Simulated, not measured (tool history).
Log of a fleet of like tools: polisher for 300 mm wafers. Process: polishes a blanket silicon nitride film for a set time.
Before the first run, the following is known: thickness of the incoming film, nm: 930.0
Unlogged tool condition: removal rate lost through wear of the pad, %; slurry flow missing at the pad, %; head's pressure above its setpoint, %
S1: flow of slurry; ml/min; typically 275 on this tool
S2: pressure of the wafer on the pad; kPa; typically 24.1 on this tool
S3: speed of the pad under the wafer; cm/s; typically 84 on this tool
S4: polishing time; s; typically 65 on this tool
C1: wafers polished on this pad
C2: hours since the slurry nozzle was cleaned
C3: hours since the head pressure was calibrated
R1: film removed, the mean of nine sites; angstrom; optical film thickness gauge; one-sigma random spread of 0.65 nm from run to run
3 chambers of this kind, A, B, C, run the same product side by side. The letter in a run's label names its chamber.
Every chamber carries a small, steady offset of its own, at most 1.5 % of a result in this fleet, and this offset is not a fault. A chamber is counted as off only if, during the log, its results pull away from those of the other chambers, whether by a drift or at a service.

At hour 5.8: chamber A: head pressure recalibrated.
Run 1C, hour 11.6: usual settings; C1 545; C2 452.5; C3 734.7. Result: R1 788.23 angstrom.
At hour 13.5: chamber B: worn pad replaced by a new one.
Run 2A, hour 18.8: usual settings; C1 421; C2 38.2; C3 13.0. Result: R1 795.25 angstrom.
Run 3B, hour 30.7: usual settings; C1 214; C2 169.9; C3 1004.0. Result: R1 793.41 angstrom.
Run 4B, hour 40.8: usual settings; C1 339; C2 180.0; C3 1014.1. Result: R1 785.93 angstrom.
Run 5C, hour 51.5: usual settings but S1 235 ml/min, S3 70 cm/s; C1 1040; C2 492.4; C3 774.6. Result: R1 674.06 angstrom.
At hour 57.8: chamber C: slurry nozzle cleaned.
Run 6A, hour 64.3: usual settings but S1 235 ml/min, S3 70 cm/s; C1 986; C2 83.7; C3 58.5. Result: R1 667.36 angstrom.
At hour 76.3: chamber A: worn pad replaced by a new one.
Run 7A, hour 77.1: usual settings but S1 235 ml/min, S3 70 cm/s; C1 10; C2 96.5; C3 71.3. Result: R1 675.81 angstrom.
At hour 88.4: chamber B: worn pad replaced by a new one.
Run 8C, hour 92.3: usual settings; C1 1546; C2 34.5; C3 815.4. Result: R1 795.12 angstrom.
Run 9B, hour 107.4: usual settings but S1 330 ml/min, S2 30.3 kPa; C1 236; C2 246.6; C3 1080.7. Result: R1 993.68 angstrom.
Run 10B, hour 117.3: usual settings but S1 330 ml/min, S2 30.3 kPa; C1 359; C2 256.5; C3 1090.6. Result: R1 1002.40 angstrom.
Run 11C, hour 130.1: usual settings but S1 330 ml/min, S2 30.3 kPa; C1 2015; C2 72.3; C3 853.2. Result: R1 1009.20 angstrom.
Run 12A, hour 138.2: usual settings; C1 767; C2 157.6; C3 132.4. Result: R1 801.57 angstrom.
Run 13C, hour 152.1: usual settings; C1 2288; C2 94.3; C3 875.2. Result: R1 774.03 angstrom.
At hour 161.7: chamber B: head pressure recalibrated.
Run 14A, hour 163.9: usual settings; C1 1086; C2 183.3; C3 158.1. Result: R1 798.38 angstrom.
At hour 170.2: chamber B: worn pad replaced by a new one.
Run 15B, hour 172.7: usual settings; C1 31; C2 311.9; C3 11.1. Result: R1 781.70 angstrom.
Run 16B, hour 181.5: usual settings; C1 140; C2 320.7; C3 19.9. Result: R1 782.33 angstrom.
At hour 192.9: chamber A: worn pad replaced by a new one.
Run 17C, hour 195.0: usual settings but S4 46 s; C1 2820; C2 137.2; C3 918.1. Result: R1 532.56 angstrom.
Run 18A, hour 209.4: usual settings but S4 46 s; C1 205; C2 228.8; C3 203.6. Result: R1 557.94 angstrom.
Run 19B, hour 219.9: usual settings but S4 46 s; C1 616; C2 359.1; C3 58.3. Result: R1 559.58 angstrom.
Run 20A, hour 231.2: usual settings; C1 475; C2 250.6; C3 225.4. Result: R1 795.54 angstrom.
Run 21C, hour 241.4: usual settings; C1 3395; C2 183.6; C3 964.5. Result: R1 716.87 angstrom.
At hour 256.2: chamber B: worn pad replaced by a new one.
Run 22B, hour 256.4: usual settings; C1 2; C2 395.6; C3 94.8. Result: R1 789.30 angstrom.
Run 23C, hour 269.6: usual settings; C1 3745; C2 211.8; C3 992.7. Result: R1 706.47 angstrom.

All 3 chambers run these settings next. Forecast each chamber's results:
Run 24A, hour 280.7: usual settings. Result: R1 ?.
Run 24B, hour 280.7: usual settings. Result: R1 ?.
Run 24C, hour 280.7: usual settings. Result: R1 ?.

run      R1
24A  795.30
24B  793.42
24C  721.47
